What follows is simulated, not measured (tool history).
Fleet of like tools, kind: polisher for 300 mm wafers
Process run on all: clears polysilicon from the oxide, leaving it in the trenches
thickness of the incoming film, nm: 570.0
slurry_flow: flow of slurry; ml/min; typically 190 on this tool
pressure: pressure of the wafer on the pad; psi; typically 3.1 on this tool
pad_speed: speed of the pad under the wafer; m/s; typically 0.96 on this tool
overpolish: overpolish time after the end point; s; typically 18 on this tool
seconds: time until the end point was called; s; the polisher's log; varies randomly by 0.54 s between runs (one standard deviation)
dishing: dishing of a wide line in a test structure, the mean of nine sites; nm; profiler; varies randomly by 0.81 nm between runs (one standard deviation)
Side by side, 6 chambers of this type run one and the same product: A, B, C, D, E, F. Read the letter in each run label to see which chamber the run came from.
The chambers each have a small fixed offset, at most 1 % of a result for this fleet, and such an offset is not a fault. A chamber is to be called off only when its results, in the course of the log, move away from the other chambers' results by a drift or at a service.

run	hour	slurry_flow	pressure	pad_speed	overpolish	wafers polished on this pad	hours since the slurry nozzle was cleaned	hours since the head pressure was calibrated	seconds	dishing
1B	6.4	190	3.1	0.96	18	463	242.7	349.1	44.990	72.920
# hour 11.1: chamber D: worn pad replaced by a new one
2C	14.5	190	3.1	0.96	18	291	323.4	235.1	44.879	72.114
# hour 18.6: chamber B: slurry nozzle cleaned
3A	20.4	190	3.1	0.96	18	859	98.3	69.0	45.849	73.416
4E	25.7	190	3.1	0.96	18	971	502.0	963.8	45.881	72.926
5D	31.0	190	3.1	0.96	18	190	208.2	395.2	45.762	72.012
6F	35.3	190	3.1	0.96	18	555	386.1	108.6	46.354	72.942
7D	43.2	190	3.1	0.96	18	306	220.4	407.4	45.998	73.018
# hour 51.3: chamber B: worn pad replaced by a new one
8C	51.8	190	3.1	0.96	18	647	360.7	272.4	45.541	73.172
9E	57.8	190	3.1	0.96	18	1277	534.1	995.9	45.561	73.682
10B	65.1	190	2.1	0.96	18	132	46.6	407.8	66.600	65.477
# hour 67.8: chamber E: worn pad replaced by a new one
# hour 68.9: chamber A: worn pad replaced by a new one
# hour 71.0: chamber E: slurry nozzle cleaned
11A	72.0	190	2.1	0.96	18	30	149.9	120.6	67.367	66.653
# hour 76.8: chamber C: worn pad replaced by a new one
# hour 79.5: chamber D: worn pad replaced by a new one
12F	80.4	190	2.1	0.96	18	986	431.2	153.7	67.902	65.919
13A	89.1	190	2.1	0.96	18	193	167.0	137.7	66.505	65.897
14E	96.6	190	2.1	0.96	18	276	25.6	1034.7	66.806	64.874
15C	100.9	190	2.1	0.96	18	230	409.8	321.5	68.352	65.980
16B	109.8	190	3.1	0.96	18	559	91.3	452.5	44.894	71.881
# hour 115.9: chamber F: slurry nozzle cleaned
17D	117.8	190	3.1	0.96	18	366	295.0	482.0	46.271	71.722
# hour 118.1: chamber D: slurry nozzle cleaned
# hour 122.4: chamber C: head pressure recalibrated
18F	125.8	190	3.1	0.96	18	1420	10.0	199.1	48.394	72.726
19B	132.0	190	3.1	0.96	18	772	113.5	474.7	45.539	72.013
20D	136.7	190	3.1	0.96	18	547	18.6	500.9	45.587	72.533
21E	143.4	190	3.1	0.96	18	723	72.4	1081.5	45.785	72.982
22F	149.1	190	3.1	0.96	18	1643	33.3	222.4	48.253	72.780
# hour 150.7: chamber D: worn pad replaced by a new one
23A	156.0	190	3.1	0.96	18	833	233.9	204.6	46.504	71.113
24C	160.8	190	3.1	0.96	18	803	469.7	38.5	46.215	72.867
# hour 163.3: chamber B: worn pad replaced by a new one
25E	165.5	190	3.1	0.96	18	934	94.5	1103.6	44.511	72.933
# hour 171.6: chamber C: worn pad replaced by a new one
26C	173.5	190	3.1	0.96	18	18	482.4	51.2	46.495	73.105
27D	180.3	190	3.1	0.96	18	283	62.2	544.5	46.317	73.237
28A	186.9	190	3.1	0.96	18	1128	264.8	235.5	45.717	72.012
29B	193.3	190	2.4	0.96	27	287	174.8	536.0	60.171	72.850
30F	200.6	190	2.4	0.96	27	2136	84.8	273.9	62.301	72.468
31F	206.8	190	2.4	0.96	27	2195	91.0	280.1	64.969	74.392
32E	212.0	190	2.4	0.96	27	1379	141.0	1150.1	58.281	73.717
# hour 212.4: chamber A: worn pad replaced by a new one
33D	216.0	190	2.4	0.96	27	624	97.9	580.2	58.979	75.062
34B	222.9	190	2.4	0.96	27	570	204.4	565.6	59.797	74.462
35A	230.9	190	3.1	0.96	18	177	308.8	279.5	45.408	72.411
36C	234.8	190	3.1	0.96	18	604	543.7	112.5	44.969	74.502
37C	241.1	190	3.1	0.96	18	664	550.0	118.8	47.226	72.646
38B	246.4	190	3.1	0.96	18	794	227.9	589.1	46.098	71.681

One chamber off, gauge drift, or nothing amiss beyond the chambers' own small offsets? If it is a chamber, which one, and what is the likeliest cause?

Chamber F drifts away from the others.
Cause: removal rate lost through wear of the pad, % = 9.42.
The log might look much the same if the cause were instead: head's pressure below its setpoint, %.

Here are 4 candidates for chamber F's next run, each the usual settings with a change, their results left as question marks. Which one brings its results back in line with what the others give on the usual settings?
In line means no further than this from the other chambers' mean on the usual settings: seconds 1.900 s; dishing 2.800 nm
39F-1	252.9	190	3.3	1.00	18				?	?
39F-2	252.9	190	2.9	0.92	18				?	?
39F-3	252.9	190	2.8	0.86	19				?	?
39F-4	252.9	190	3.4	1.06	17				?	?

Mean of the other chambers on the usual settings: seconds 45.751 s; dishing 72.671 nm
run	seconds	dishing
39F-1	46.361	72.591
39F-2	57.241	69.490
39F-3	63.376	68.643
39F-4	42.473	72.952
The answer is 39F-1, which returns the chamber to within the allowed miss of the others.
